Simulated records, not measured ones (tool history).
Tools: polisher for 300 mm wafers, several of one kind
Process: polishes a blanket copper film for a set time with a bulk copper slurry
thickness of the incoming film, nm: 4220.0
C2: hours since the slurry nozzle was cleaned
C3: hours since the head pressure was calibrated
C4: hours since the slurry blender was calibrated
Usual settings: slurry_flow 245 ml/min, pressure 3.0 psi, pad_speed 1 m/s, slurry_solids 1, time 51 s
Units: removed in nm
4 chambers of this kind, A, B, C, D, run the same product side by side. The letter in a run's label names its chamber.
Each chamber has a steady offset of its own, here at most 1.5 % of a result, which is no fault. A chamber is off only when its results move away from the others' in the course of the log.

Run 1B, hour 5.2: usual settings; wafers polished on this pad 368; C2 355.6; C3 914.2; C4 34.3. Result: removed 428.21 nm.
Run 2C, hour 8.7: usual settings; wafers polished on this pad 936; C2 169.6; C3 413.3; C4 69.0. Result: removed 435.46 nm.
At hour 10.6: chamber D: worn pad replaced by a new one.
Run 3A, hour 13.0: usual settings; wafers polished on this pad 276; C2 60.3; C3 352.7; C4 24.5. Result: removed 436.31 nm.
Run 4D, hour 17.7: usual settings; wafers polished on this pad 45; C2 121.5; C3 1104.8; C4 206.2. Result: removed 433.11 nm.
Run 5B, hour 23.9: usual settings but slurry_flow 190 ml/min, time 33 s; wafers polished on this pad 488; C2 374.3; C3 932.9; C4 53.0. Result: removed 271.74 nm.
Run 6A, hour 27.5: usual settings but slurry_flow 190 ml/min, time 33 s; wafers polished on this pad 369; C2 74.8; C3 367.2; C4 39.0. Result: removed 273.43 nm.
Run 7C, hour 31.5: usual settings but slurry_flow 190 ml/min, time 33 s; wafers polished on this pad 1083; C2 192.4; C3 436.1; C4 91.8. Result: removed 270.74 nm.
At hour 32.2: chamber B: worn pad replaced by a new one.
Run 8D, hour 36.8: usual settings but slurry_flow 190 ml/min, time 33 s; wafers polished on this pad 169; C2 140.6; C3 1123.9; C4 225.3. Result: removed 271.26 nm.
Run 9B, hour 41.8: usual settings; wafers polished on this pad 62; C2 392.2; C3 950.8; C4 70.9. Result: removed 436.85 nm.
Run 10A, hour 47.5: usual settings; wafers polished on this pad 498; C2 94.8; C3 387.2; C4 59.0. Result: removed 437.49 nm.
Run 11C, hour 50.5: usual settings but slurry_flow 195 ml/min, pressure 3.5 psi; wafers polished on this pad 1205; C2 211.4; C3 455.1; C4 110.8. Result: removed 504.79 nm.
At hour 51.2: chamber B: slurry nozzle cleaned.
Run 12D, hour 54.5: usual settings but slurry_flow 195 ml/min, pressure 3.5 psi; wafers polished on this pad 283; C2 158.3; C3 1141.6; C4 243.0. Result: removed 482.98 nm.
At hour 57.1: chamber C: slurry nozzle cleaned.
Run 13D, hour 58.2: usual settings but slurry_flow 195 ml/min, pressure 3.5 psi; wafers polished on this pad 307; C2 162.0; C3 1145.3; C4 246.7. Result: removed 487.73 nm.
Run 14A, hour 63.8: usual settings but slurry_flow 195 ml/min, pressure 3.5 psi; wafers polished on this pad 604; C2 111.1; C3 403.5; C4 75.3. Result: removed 492.50 nm.
At hour 64.7: chamber A: worn pad replaced by a new one.
At hour 67.2: chamber B: head pressure recalibrated.
Run 15B, hour 67.7: usual settings but slurry_flow 190 ml/min, time 41 s; wafers polished on this pad 229; C2 16.6; C3 0.6; C4 96.8. Result: removed 343.65 nm.
Run 16C, hour 73.9: usual settings but slurry_flow 190 ml/min, time 41 s; wafers polished on this pad 1356; C2 16.8; C3 478.5; C4 134.2. Result: removed 344.06 nm.
Run 17A, hour 77.8: usual settings but slurry_flow 190 ml/min, time 41 s; wafers polished on this pad 84; C2 125.1; C3 417.5; C4 89.3. Result: removed 345.97 nm.
Run 18D, hour 83.6: usual settings but slurry_flow 190 ml/min, time 41 s; wafers polished on this pad 471; C2 187.4; C3 1170.7; C4 272.1. Result: removed 330.82 nm.
Run 19B, hour 86.4: usual settings; wafers polished on this pad 350; C2 35.3; C3 19.3; C4 115.5. Result: removed 435.39 nm.
Run 20C, hour 90.5: usual settings; wafers polished on this pad 1464; C2 33.4; C3 495.1; C4 150.8. Result: removed 440.56 nm.
At hour 95.0: chamber C: worn pad replaced by a new one.
Run 21D, hour 95.5: usual settings; wafers polished on this pad 548; C2 199.3; C3 1182.6; C4 284.0. Result: removed 437.97 nm.
Run 22B, hour 99.4: usual settings; wafers polished on this pad 434; C2 48.3; C3 32.3; C4 128.5. Result: removed 428.33 nm.
Run 23A, hour 103.4: usual settings; wafers polished on this pad 249; C2 150.7; C3 443.1; C4 114.9. Result: removed 423.17 nm.
At hour 105.7: chamber C: head pressure recalibrated.
Run 24C, hour 109.0: usual settings; wafers polished on this pad 91; C2 51.9; C3 3.3; C4 169.3. Result: removed 441.47 nm.
At hour 112.7: chamber B: worn pad replaced by a new one.
Run 25C, hour 114.0: usual settings; wafers polished on this pad 123; C2 56.9; C3 8.3; C4 174.3. Result: removed 434.13 nm.
Run 26B, hour 118.4: usual settings; wafers polished on this pad 37; C2 67.3; C3 51.3; C4 147.5. Result: removed 433.77 nm.
At hour 119.0: chamber A: slurry blender recalibrated.
Run 27A, hour 124.1: usual settings; wafers polished on this pad 383; C2 171.4; C3 463.8; C4 5.1. Result: removed 425.88 nm.
Run 28D, hour 127.8: usual settings; wafers polished on this pad 756; C2 231.6; C3 1214.9; C4 316.3. Result: removed 434.13 nm.
Run 29C, hour 131.9: usual settings; wafers polished on this pad 238; C2 74.8; C3 26.2; C4 192.2. Result: removed 443.45 nm.
Run 30A, hour 135.8: usual settings; wafers polished on this pad 458; C2 183.1; C3 475.5; C4 16.8. Result: removed 431.56 nm.

What goes on in this fleet: one chamber off, a drifting gauge, or nothing beyond the chambers' own small offsets? Name the chamber and the cause, if any.

No chamber stands off beyond its own small offset, and the gauge holds steady.

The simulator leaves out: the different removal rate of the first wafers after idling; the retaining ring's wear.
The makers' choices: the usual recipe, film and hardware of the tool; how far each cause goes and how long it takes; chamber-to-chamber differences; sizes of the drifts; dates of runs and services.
